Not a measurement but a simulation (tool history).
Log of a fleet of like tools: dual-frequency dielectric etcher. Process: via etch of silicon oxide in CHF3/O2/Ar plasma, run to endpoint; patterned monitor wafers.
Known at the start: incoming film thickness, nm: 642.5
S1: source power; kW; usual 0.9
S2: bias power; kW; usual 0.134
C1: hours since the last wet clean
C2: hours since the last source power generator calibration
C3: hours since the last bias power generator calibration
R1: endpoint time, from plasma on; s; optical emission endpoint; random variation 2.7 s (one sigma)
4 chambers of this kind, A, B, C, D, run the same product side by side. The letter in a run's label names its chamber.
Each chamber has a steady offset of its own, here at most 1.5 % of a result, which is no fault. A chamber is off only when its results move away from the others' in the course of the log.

run,hour,S1,S2,C1,C2,C3,R1
1D,5.3,0.9,0.134,161,491.2,3173.7,300.08
2B,11.3,0.9,0.134,166.1,2803.3,951.8,300.92
3A,15.6,0.9,0.134,47.1,1045.6,4880.9,299.53
4C,21.8,0.9,0.134,513.7,159.5,2741.8,308.62
5B,26.4,0.9,0.134,181.2,2818.4,966.9,300.75
6D,29.8,0.9,0.134,185.5,515.7,3198.2,303.11
7C,33.5,0.9,0.134,525.4,171.2,2753.5,310.41
8A,40,0.9,0.134,71.5,1070,4905.3,296.81
9D,46.8,0.9,0.134,202.5,532.7,3215.2,294.79
10C,53.6,1.09,0.155,545.5,191.3,2773.6,275.13
11B,60,1.09,0.155,214.8,2852,1000.5,268.55
# hour 61.9: chamber C: wet clean of the chamber
12A,64.3,1.09,0.155,95.8,1094.3,4929.6,268.8
13B,70.1,1.09,0.155,224.9,2862.1,1010.6,273.78
14A,74.8,0.9,0.134,106.3,1104.8,4940.1,305.16
15D,79.2,0.9,0.134,234.9,565.1,3247.6,299.75
16C,85.3,0.9,0.134,23.4,223,2805.3,304.95
17B,91.4,1.04,0.105,246.2,2883.4,1031.9,315.91
18A,96.2,1.04,0.105,127.7,1126.2,4961.5,305.38
19C,100.8,1.04,0.105,38.9,238.5,2820.8,311.72
20D,105.5,1.04,0.105,261.2,591.4,3273.9,307.63
21C,109.9,0.9,0.134,48,247.6,2829.9,304.09
22A,113.6,0.9,0.134,145.1,1143.6,4978.9,300.23
23D,116.9,0.9,0.134,272.6,602.8,3285.3,298.35
24B,120.7,0.9,0.134,275.5,2912.7,1061.2,314.99
25B,126,0.9,0.134,280.8,2918,1066.5,311.89
26C,131.9,0.9,0.134,70,269.6,2851.9,304.66
27D,136.8,0.9,0.134,292.5,622.7,3305.2,305.71
28A,143.4,0.7,0.134,174.9,1173.4,5008.7,334.79
# hour 147.1: chamber A: bias power generator calibrated
29B,148.9,0.7,0.134,303.7,2940.9,1089.4,345.09
30D,152,0.7,0.134,307.7,637.9,3320.4,333.24
31A,158.4,0.7,0.134,189.9,1188.4,11.4,333.51
32C,161.9,0.9,0.134,100,299.6,2881.9,305.16
33A,165.8,0.9,0.134,197.3,1195.8,18.8,302.61

Is one chamber off against the others, does the gauge drift, or is nothing wrong? If a chamber is off, say which, and what the likeliest cause is.

Chamber B drifts away from the others.
Cause: etch rate under this chamber's usual, % = 5.41.

Here are 4 candidates for chamber B's next run, each the usual settings with a change, their results left as question marks. Which one brings its results back in line with what the others give on the usual settings?
In line means no further than this from the other chambers' mean on the usual settings: R1 9.4 s
34B-1,170.7,1.01,0.134,,,,?
34B-2,170.7,0.75,0.116,,,,?
34B-3,170.7,1.05,0.152,,,,?
34B-4,170.7,0.9,0.112,,,,?

The other chambers' mean on the usual settings: R1 302.95 s
run,R1
34B-1,306.13
34B-2,358.82
34B-3,290.19
34B-4,337.63
34B-1 brings the chamber back in line.
